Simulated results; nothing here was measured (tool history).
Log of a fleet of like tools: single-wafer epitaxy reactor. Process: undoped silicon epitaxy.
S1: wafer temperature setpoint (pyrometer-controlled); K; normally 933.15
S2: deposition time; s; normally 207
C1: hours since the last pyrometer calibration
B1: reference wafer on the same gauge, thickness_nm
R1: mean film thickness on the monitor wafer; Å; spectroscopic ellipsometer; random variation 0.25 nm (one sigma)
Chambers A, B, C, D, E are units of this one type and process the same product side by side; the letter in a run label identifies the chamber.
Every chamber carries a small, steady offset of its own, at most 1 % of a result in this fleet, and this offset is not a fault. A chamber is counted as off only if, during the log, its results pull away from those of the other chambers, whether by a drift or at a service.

run,hour,S1,S2,C1,B1,R1
1E,7.6,933.15,207,2668.1,45.008,432.69
2C,13.3,933.15,207,425.9,45.018,427.10
3A,17.9,933.15,207,162.5,44.951,431.79
4D,26.3,933.15,207,1226.3,45.014,434.32
5B,31.8,933.15,207,231.0,45.013,435.95
6D,41.2,933.15,207,1241.2,45.044,432.87
7E,47.9,933.15,207,2708.4,44.951,435.33
8A,54.9,933.15,207,199.5,45.031,428.74
9B,63.9,933.15,207,263.1,44.999,428.18
10C,74.3,921.15,229,486.9,45.004,374.39
11B,84.8,921.15,229,284.0,45.050,371.19
12D,89.7,921.15,229,1289.7,44.968,371.21
13A,95.2,921.15,229,239.8,45.002,369.98
14E,102.0,921.15,229,2762.5,45.008,365.85
15C,108.9,933.15,207,521.5,45.034,430.17
16C,113.8,933.15,207,526.4,45.009,432.75
17E,124.2,933.15,207,2784.7,45.046,430.35
18D,130.6,933.15,207,1330.6,45.034,439.93
19B,136.1,933.15,207,335.3,44.973,426.74
20A,146.4,933.15,207,291.0,45.050,429.91
21A,151.4,933.15,176,296.0,45.034,365.81
22B,159.3,933.15,176,358.5,44.969,371.58
23E,165.0,933.15,176,2825.5,44.953,365.74
24D,172.3,933.15,176,1372.3,44.985,375.80
25C,181.0,933.15,176,593.6,45.036,371.63
26B,189.8,933.15,207,389.0,45.056,435.06
27E,200.1,942.15,193,2860.6,44.993,486.52
28A,205.3,942.15,193,349.9,45.031,484.22
29C,210.7,942.15,193,623.3,44.999,482.33
30D,215.6,942.15,193,1415.6,44.991,505.99
31D,222.9,942.15,193,1422.9,45.002,514.07
32C,229.7,926.15,245,642.3,44.955,442.34
33A,237.6,926.15,245,382.2,45.006,438.79
34B,246.8,926.15,245,446.0,45.025,441.47
35E,251.4,926.15,245,2911.9,44.972,435.47
36B,261.6,926.15,245,460.8,44.993,441.32
37A,267.9,933.15,207,412.5,45.079,431.39
38E,275.8,933.15,207,2936.3,44.964,427.56
39C,281.5,947.15,207,694.1,45.023,585.17
40D,287.4,947.15,207,1487.4,45.068,619.54
41D,295.9,947.15,207,1495.9,45.075,618.43
42B,302.1,947.15,207,501.3,45.023,572.02
43E,308.6,947.15,207,2969.1,44.995,575.47
44A,315.2,925.15,207,459.8,45.014,362.28

All chambers now run identical settings, listed one chamber a line with results as question marks. What results will each chamber show?
45A,322.8,933.15,236,,,?
45B,322.8,933.15,236,,,?
45C,322.8,933.15,236,,,?
45D,322.8,933.15,236,,,?
45E,322.8,933.15,236,,,?

run,R1
45A,491.33
45B,494.71
45C,491.14
45D,535.36
45E,490.19
